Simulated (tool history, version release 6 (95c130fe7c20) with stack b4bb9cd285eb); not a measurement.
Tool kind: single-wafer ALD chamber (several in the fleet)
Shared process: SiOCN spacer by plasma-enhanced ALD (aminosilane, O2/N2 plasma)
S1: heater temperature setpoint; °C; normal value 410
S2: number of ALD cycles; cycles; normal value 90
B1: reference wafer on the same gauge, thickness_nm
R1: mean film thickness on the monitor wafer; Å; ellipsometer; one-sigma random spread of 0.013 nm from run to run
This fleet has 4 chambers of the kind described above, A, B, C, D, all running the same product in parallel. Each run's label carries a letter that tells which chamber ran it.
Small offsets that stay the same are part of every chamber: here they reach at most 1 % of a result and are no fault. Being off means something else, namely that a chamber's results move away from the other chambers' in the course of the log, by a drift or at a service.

run	hour	S1	S2	B1	R1
1A	5.2	410	90	5.2081	52.557
2C	10.2	410	90	5.2083	52.557
3D	18	410	90	5.2076	52.573
4B	25.4	410	90	5.2097	53.037
5D	31.7	400	90	5.2135	53.863
6B	39	400	90	5.2114	54.577
7C	44.1	400	90	5.2108	54.249
8A	51.2	400	90	5.211	54.479
9A	56.7	410	90	5.211	52.774
10D	63.2	397	90	5.2129	54.233
11B	69.1	397	90	5.2126	54.728
12C	76.9	397	90	5.2076	54.206
13D	82.4	397	90	5.2078	54.225
14B	87.7	410	90	5.2137	52.929
15A	92.3	410	90	5.2097	52.733
16C	96.6	410	90	5.2144	52.438
17C	101.8	410	90	5.2101	52.601
18B	105.5	410	90	5.2075	52.828
19A	112.8	410	90	5.2101	52.495
20D	117.1	410	90	5.212	52.37
21C	124.6	410	90	5.2116	52.496
22A	130.8	410	90	5.2092	52.68
23D	138.6	410	90	5.2112	52.328
24B	143.7	410	76	5.2072	44.603
25B	151.6	410	76	5.2121	44.555
26A	156.9	410	76	5.2107	44.536
27D	163.9	410	76	5.2088	44.296
28C	168.1	410	90	5.2135	52.821
29C	173.3	418	83	5.2089	47.346
30D	179.2	418	83	5.2147	47.299
31B	187.3	418	83	5.2115	47.621
32A	194.7	418	83	5.2102	47.281
33D	200.6	410	90	5.2109	52.525
34B	207.7	410	90	5.2114	52.999
35A	214	410	90	5.21	52.692
36C	220.5	410	90	5.2119	52.841
37B	224.2	410	90	5.2077	52.545
38A	231.7	410	82	5.2103	47.87

Each of the 4 chambers runs these same settings next. Fill in every chamber's results:
39A	237.5	410	90		?
39B	237.5	410	90		?
39C	237.5	410	90		?
39D	237.5	410	90		?

run	R1
39A	52.824
39B	53.097
39C	52.708
39D	52.352
